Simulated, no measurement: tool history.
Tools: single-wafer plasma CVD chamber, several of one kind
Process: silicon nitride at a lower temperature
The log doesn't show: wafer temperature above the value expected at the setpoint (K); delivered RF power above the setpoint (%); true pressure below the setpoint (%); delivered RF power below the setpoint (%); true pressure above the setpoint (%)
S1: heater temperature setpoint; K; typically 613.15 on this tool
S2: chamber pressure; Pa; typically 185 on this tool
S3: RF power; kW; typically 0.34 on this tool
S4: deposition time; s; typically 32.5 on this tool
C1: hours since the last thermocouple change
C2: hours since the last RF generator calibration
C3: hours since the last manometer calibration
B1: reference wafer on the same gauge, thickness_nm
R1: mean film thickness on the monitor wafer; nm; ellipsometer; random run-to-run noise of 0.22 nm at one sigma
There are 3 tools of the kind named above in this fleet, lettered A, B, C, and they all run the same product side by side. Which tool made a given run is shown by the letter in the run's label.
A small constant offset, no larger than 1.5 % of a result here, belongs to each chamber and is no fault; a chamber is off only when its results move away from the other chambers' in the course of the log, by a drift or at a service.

{"run": "1C", "hour": 8.8, "S1": 613.15, "S2": 185, "S3": 0.34, "S4": 32.5, "C1": 1551.6, "C2": 553.2, "C3": 1706.9, "B1": 42.45, "R1": 39.45}
{"run": "2B", "hour": 21.7, "S1": 613.15, "S2": 185, "S3": 0.34, "S4": 32.5, "C1": 22.6, "C2": 224.6, "C3": 1772.1, "B1": 42.463, "R1": 40.007}
{"run": "3A", "hour": 35.2, "S1": 613.15, "S2": 185, "S3": 0.34, "S4": 32.5, "C1": 1128.3, "C2": 732.2, "C3": 1682.1, "B1": 42.451, "R1": 39.752}
{"run": "4A", "hour": 43.6, "S1": 613.15, "S2": 185, "S3": 0.34, "S4": 32.5, "C1": 1136.7, "C2": 740.6, "C3": 1690.5, "B1": 42.513, "R1": 39.941}
{"run": "5C", "hour": 56.6, "S1": 613.15, "S2": 185, "S3": 0.34, "S4": 32.5, "C1": 1599.4, "C2": 601, "C3": 1754.7, "B1": 42.509, "R1": 39.669}
{"hour": 64.5, "done": "chamber A: capacitance manometer re-zeroed and calibrated"}
{"run": "6B", "hour": 68.4, "S1": 613.15, "S2": 185, "S3": 0.34, "S4": 32.5, "C1": 69.3, "C2": 271.3, "C3": 1818.8, "B1": 42.456, "R1": 39.818}
{"run": "7A", "hour": 78.2, "S1": 613.15, "S2": 185, "S3": 0.395, "S4": 27.2, "C1": 1171.3, "C2": 775.2, "C3": 13.8, "B1": 42.508, "R1": 36.815}
{"run": "8B", "hour": 88.7, "S1": 613.15, "S2": 185, "S3": 0.395, "S4": 27.2, "C1": 89.6, "C2": 291.6, "C3": 1839.1, "B1": 42.469, "R1": 36.771}
{"run": "9C", "hour": 96.0, "S1": 613.15, "S2": 185, "S3": 0.395, "S4": 27.2, "C1": 1638.8, "C2": 640.4, "C3": 1794.1, "B1": 42.459, "R1": 36.22}
{"run": "10C", "hour": 104.5, "S1": 613.15, "S2": 185, "S3": 0.34, "S4": 32.5, "C1": 1647.3, "C2": 648.9, "C3": 1802.6, "B1": 42.486, "R1": 39.452}
{"run": "11A", "hour": 117.2, "S1": 627.15, "S2": 185, "S3": 0.34, "S4": 32.5, "C1": 1210.3, "C2": 814.2, "C3": 52.8, "B1": 42.504, "R1": 40.049}
{"run": "12B", "hour": 125.5, "S1": 627.15, "S2": 185, "S3": 0.34, "S4": 32.5, "C1": 126.4, "C2": 328.4, "C3": 1875.9, "B1": 42.48, "R1": 39.368}
{"run": "13B", "hour": 131.5, "S1": 627.15, "S2": 185, "S3": 0.34, "S4": 32.5, "C1": 132.4, "C2": 334.4, "C3": 1881.9, "B1": 42.554, "R1": 39.795}
{"run": "14A", "hour": 141.5, "S1": 613.15, "S2": 185, "S3": 0.375, "S4": 32.5, "C1": 1234.6, "C2": 838.5, "C3": 77.1, "B1": 42.432, "R1": 42.714}
{"run": "15C", "hour": 153.0, "S1": 613.15, "S2": 185, "S3": 0.375, "S4": 32.5, "C1": 1695.8, "C2": 697.4, "C3": 1851.1, "B1": 42.587, "R1": 42.084}
{"run": "16C", "hour": 161.1, "S1": 613.15, "S2": 185, "S3": 0.375, "S4": 32.5, "C1": 1703.9, "C2": 705.5, "C3": 1859.2, "B1": 42.523, "R1": 42.008}
{"run": "17A", "hour": 169.0, "S1": 613.15, "S2": 185, "S3": 0.34, "S4": 32.5, "C1": 1262.1, "C2": 866, "C3": 104.6, "B1": 42.501, "R1": 39.864}
{"run": "18B", "hour": 180.4, "S1": 613.15, "S2": 185, "S3": 0.34, "S4": 32.5, "C1": 181.3, "C2": 383.3, "C3": 1930.8, "B1": 42.501, "R1": 39.231}
{"run": "19C", "hour": 188.8, "S1": 613.15, "S2": 185, "S3": 0.34, "S4": 32.5, "C1": 1731.6, "C2": 733.2, "C3": 1886.9, "B1": 42.447, "R1": 39.497}
{"run": "20A", "hour": 199.4, "S1": 613.15, "S2": 185, "S3": 0.34, "S4": 32.5, "C1": 1292.5, "C2": 896.4, "C3": 135, "B1": 42.566, "R1": 39.552}
{"run": "21B", "hour": 206.4, "S1": 613.15, "S2": 185, "S3": 0.34, "S4": 32.5, "C1": 207.3, "C2": 409.3, "C3": 1956.8, "B1": 42.455, "R1": 39.401}
{"run": "22B", "hour": 212.9, "S1": 613.15, "S2": 185, "S3": 0.34, "S4": 32.5, "C1": 213.8, "C2": 415.8, "C3": 1963.3, "B1": 42.45, "R1": 39.324}
{"run": "23C", "hour": 223.9, "S1": 613.15, "S2": 185, "S3": 0.34, "S4": 32.5, "C1": 1766.7, "C2": 768.3, "C3": 1922, "B1": 42.493, "R1": 40.006}
{"run": "24A", "hour": 232.1, "S1": 613.15, "S2": 185, "S3": 0.34, "S4": 32.5, "C1": 1325.2, "C2": 929.1, "C3": 167.7, "B1": 42.587, "R1": 39.702}
{"run": "25B", "hour": 244.9, "S1": 613.15, "S2": 185, "S3": 0.34, "S4": 32.5, "C1": 245.8, "C2": 447.8, "C3": 1995.3, "B1": 42.564, "R1": 39.46}
{"run": "26A", "hour": 257.6, "S1": 613.15, "S2": 185, "S3": 0.34, "S4": 32.5, "C1": 1350.7, "C2": 954.6, "C3": 193.2, "B1": 42.449, "R1": 40.047}
{"run": "27C", "hour": 265.6, "S1": 613.15, "S2": 185, "S3": 0.34, "S4": 32.5, "C1": 1808.4, "C2": 810, "C3": 1963.7, "B1": 42.461, "R1": 40.089}
{"run": "28B", "hour": 273.2, "S1": 613.15, "S2": 185, "S3": 0.34, "S4": 32.5, "C1": 274.1, "C2": 476.1, "C3": 2023.6, "B1": 42.418, "R1": 39.401}
{"run": "29C", "hour": 279.3, "S1": 613.15, "S2": 185, "S3": 0.34, "S4": 32.5, "C1": 1822.1, "C2": 823.7, "C3": 1977.4, "B1": 42.525, "R1": 39.796}
{"hour": 288.4, "done": "chamber A: thermocouple changed; heater temperature recalibrated"}
{"run": "30A", "hour": 291.0, "S1": 613.15, "S2": 185, "S3": 0.34, "S4": 32.5, "C1": 2.7, "C2": 988, "C3": 226.6, "B1": 42.516, "R1": 39.794}
{"run": "31C", "hour": 303.6, "S1": 613.15, "S2": 185, "S3": 0.34, "S4": 32.5, "C1": 1846.4, "C2": 848, "C3": 2001.7, "B1": 42.524, "R1": 39.45}
{"run": "32B", "hour": 315.0, "S1": 613.15, "S2": 185, "S3": 0.34, "S4": 32.5, "C1": 315.9, "C2": 517.9, "C3": 2065.4, "B1": 42.496, "R1": 39.187}
{"run": "33A", "hour": 325.8, "S1": 613.15, "S2": 185, "S3": 0.34, "S4": 32.5, "C1": 37.5, "C2": 1022.8, "C3": 261.4, "B1": 42.525, "R1": 39.601}
{"run": "34A", "hour": 332.6, "S1": 613.15, "S2": 185, "S3": 0.34, "S4": 32.5, "C1": 44.3, "C2": 1029.6, "C3": 268.2, "B1": 42.487, "R1": 39.657}
{"run": "35C", "hour": 339.4, "S1": 613.15, "S2": 185, "S3": 0.34, "S4": 32.5, "C1": 1882.2, "C2": 883.8, "C3": 2037.5, "B1": 42.491, "R1": 39.637}
{"run": "36B", "hour": 348.2, "S1": 613.15, "S2": 185, "S3": 0.34, "S4": 32.5, "C1": 349.1, "C2": 551.1, "C3": 2098.6, "B1": 42.504, "R1": 38.808}
{"run": "37B", "hour": 360.5, "S1": 613.15, "S2": 185, "S3": 0.34, "S4": 32.5, "C1": 361.4, "C2": 563.4, "C3": 2110.9, "B1": 42.466, "R1": 38.719}
{"run": "38C", "hour": 368.1, "S1": 613.15, "S2": 185, "S3": 0.34, "S4": 32.5, "C1": 1910.9, "C2": 912.5, "C3": 2066.2, "B1": 42.428, "R1": 40.188}
{"run": "39A", "hour": 378.2, "S1": 613.15, "S2": 185, "S3": 0.34, "S4": 34.9, "C1": 89.9, "C2": 1075.2, "C3": 313.8, "B1": 42.468, "R1": 42.466}

Is one chamber out of step, is the gauge drifting, or do the chambers differ by no more than their own small offsets? For an off chamber, give its letter and the likeliest cause.

Chamber B drifts away from the others.
What lies behind it: delivered RF power below the setpoint (%) = 4.67.

Which of the 4 candidates below, each the usual settings with something changed and its results left as question marks, puts chamber B back in line with what the other chambers give on the usual settings?
Allowed miss from the other chambers' usual-settings mean, per result, to count as in line: R1 0.77 nm
{"run": "40B-1", "hour": 387.9, "S1": 613.15, "S2": 185, "S3": 0.355, "S4": 32.5, "R1": "?"}
{"run": "40B-2", "hour": 387.9, "S1": 613.15, "S2": 184, "S3": 0.335, "S4": 31.9, "R1": "?"}
{"run": "40B-3", "hour": 387.9, "S1": 613.15, "S2": 152, "S3": 0.34, "S4": 32.5, "R1": "?"}
{"run": "40B-4", "hour": 387.9, "S1": 612.15, "S2": 225, "S3": 0.34, "S4": 32.5, "R1": "?"}

The mean the other chambers reach with the usual settings: R1 39.779 nm
run=40B-1 R1=39.772
run=40B-2 R1=37.532
run=40B-3 R1=36.525
run=40B-4 R1=40.869
It is 40B-1 that realigns the chamber with its peers.

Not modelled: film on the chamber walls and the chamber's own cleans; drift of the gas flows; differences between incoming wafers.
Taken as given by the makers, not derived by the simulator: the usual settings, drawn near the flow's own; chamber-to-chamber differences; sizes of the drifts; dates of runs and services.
